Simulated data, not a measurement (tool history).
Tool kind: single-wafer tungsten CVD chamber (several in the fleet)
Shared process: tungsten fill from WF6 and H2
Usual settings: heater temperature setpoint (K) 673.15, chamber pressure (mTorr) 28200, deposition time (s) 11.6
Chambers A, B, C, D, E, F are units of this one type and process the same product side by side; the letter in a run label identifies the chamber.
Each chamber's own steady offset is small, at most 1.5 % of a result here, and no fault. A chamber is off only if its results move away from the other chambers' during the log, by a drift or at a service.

run,hour,heater temperature setpoint (K),chamber pressure (mTorr),deposition time (s),"read-back reference wafer on the same gauge, thickness_nm",mean film thickness on the monitor wafer (nm)
1C,6.4,673.15,28200,11.6,32.382,32.319
2E,9.8,673.15,28200,11.6,32.416,32.852
3F,16.1,673.15,28200,11.6,32.447,32.613
4A,22.0,673.15,28200,11.6,32.354,32.378
5B,27.2,673.15,28200,11.6,32.379,32.881
6D,30.1,673.15,28200,11.6,32.423,32.359
7A,35.2,673.15,28200,11.6,32.339,32.494
8C,39.7,673.15,28200,9.3,32.370,25.834
9B,43.6,673.15,28200,9.3,32.412,26.202
10E,49.3,673.15,28200,9.3,32.418,26.267
11F,54.8,673.15,28200,9.3,32.353,25.801
12D,60.6,673.15,28200,9.3,32.363,25.925
13B,64.9,673.15,28200,9.3,32.366,26.079
14A,69.7,673.15,28200,11.6,32.403,32.374
15D,73.7,673.15,28200,11.6,32.446,32.843
16C,77.0,673.15,28200,11.6,32.390,32.302
17F,80.6,673.15,28200,11.6,32.376,32.440
18E,83.6,673.15,28200,11.6,32.360,32.610
# hour 85.7: chamber F: thermocouple changed; heater temperature recalibrated
19B,88.0,673.15,28200,11.6,32.391,32.751
20E,92.4,673.15,28200,11.6,32.371,32.519
21C,96.6,673.15,28200,11.6,32.393,31.869
22F,102.5,673.15,28200,11.6,32.382,34.597
# hour 107.6: chamber B: capacitance manometer re-zeroed and calibrated
23D,108.8,673.15,28200,11.6,32.375,32.572
24A,111.8,673.15,28200,11.6,32.391,32.608
25C,114.6,673.15,28200,11.6,32.430,31.931
26E,119.7,673.15,28200,11.6,32.410,32.746
27D,126.0,673.15,28200,11.6,32.383,32.502
28A,131.3,673.15,25100,11.6,32.431,30.823
29F,135.9,673.15,25100,11.6,32.384,32.593
30B,140.1,673.15,25100,11.6,32.380,30.886
# hour 140.5: chamber D: thermocouple changed; heater temperature recalibrated
31C,144.4,673.15,25100,11.6,32.422,30.613
32D,147.8,673.15,25100,11.6,32.404,30.389
33A,154.0,673.15,25100,11.6,32.348,30.808
34F,159.9,673.15,28200,11.6,32.425,34.674
35E,165.9,673.15,28200,11.6,32.380,33.019
36B,172.1,673.15,28200,11.6,32.421,32.710
37A,175.6,673.15,28200,11.6,32.406,32.490
38C,179.4,673.15,33200,11.6,32.365,35.008

Has any chamber moved away from the others, gradually or after a service, or does the common gauge drift, or do the chambers differ only by their own small steady offsets? State the chamber and the most likely cause if one applies.

The work done on chamber F during a service left it standing apart from the others.
Likeliest cause: wafer temperature above the value expected at the setpoint (K) = 3.56.

Here are 4 candidates for chamber F's next run, each the usual settings with a change, their results left as question marks. Which one brings its results back in line with what the others give on the usual settings?
A result is in line if it is within this distance of the other chambers' mean on the usual settings: mean film thickness on the monitor wafer (nm) 0.680
39F-1,184.0,673.15,24600,11.6,,?
39F-2,184.0,673.15,28200,12.9,,?
39F-3,184.0,669.15,27400,11.2,,?
39F-4,184.0,673.15,29200,12.1,,?

What the other chambers average on the usual settings: mean film thickness on the monitor wafer (nm) 32.532
run,mean film thickness on the monitor wafer (nm)
39F-1,32.358
39F-2,38.488
39F-3,30.680
39F-4,36.711
The right change is 39F-1: it brings the chamber back within the allowed miss of the others.

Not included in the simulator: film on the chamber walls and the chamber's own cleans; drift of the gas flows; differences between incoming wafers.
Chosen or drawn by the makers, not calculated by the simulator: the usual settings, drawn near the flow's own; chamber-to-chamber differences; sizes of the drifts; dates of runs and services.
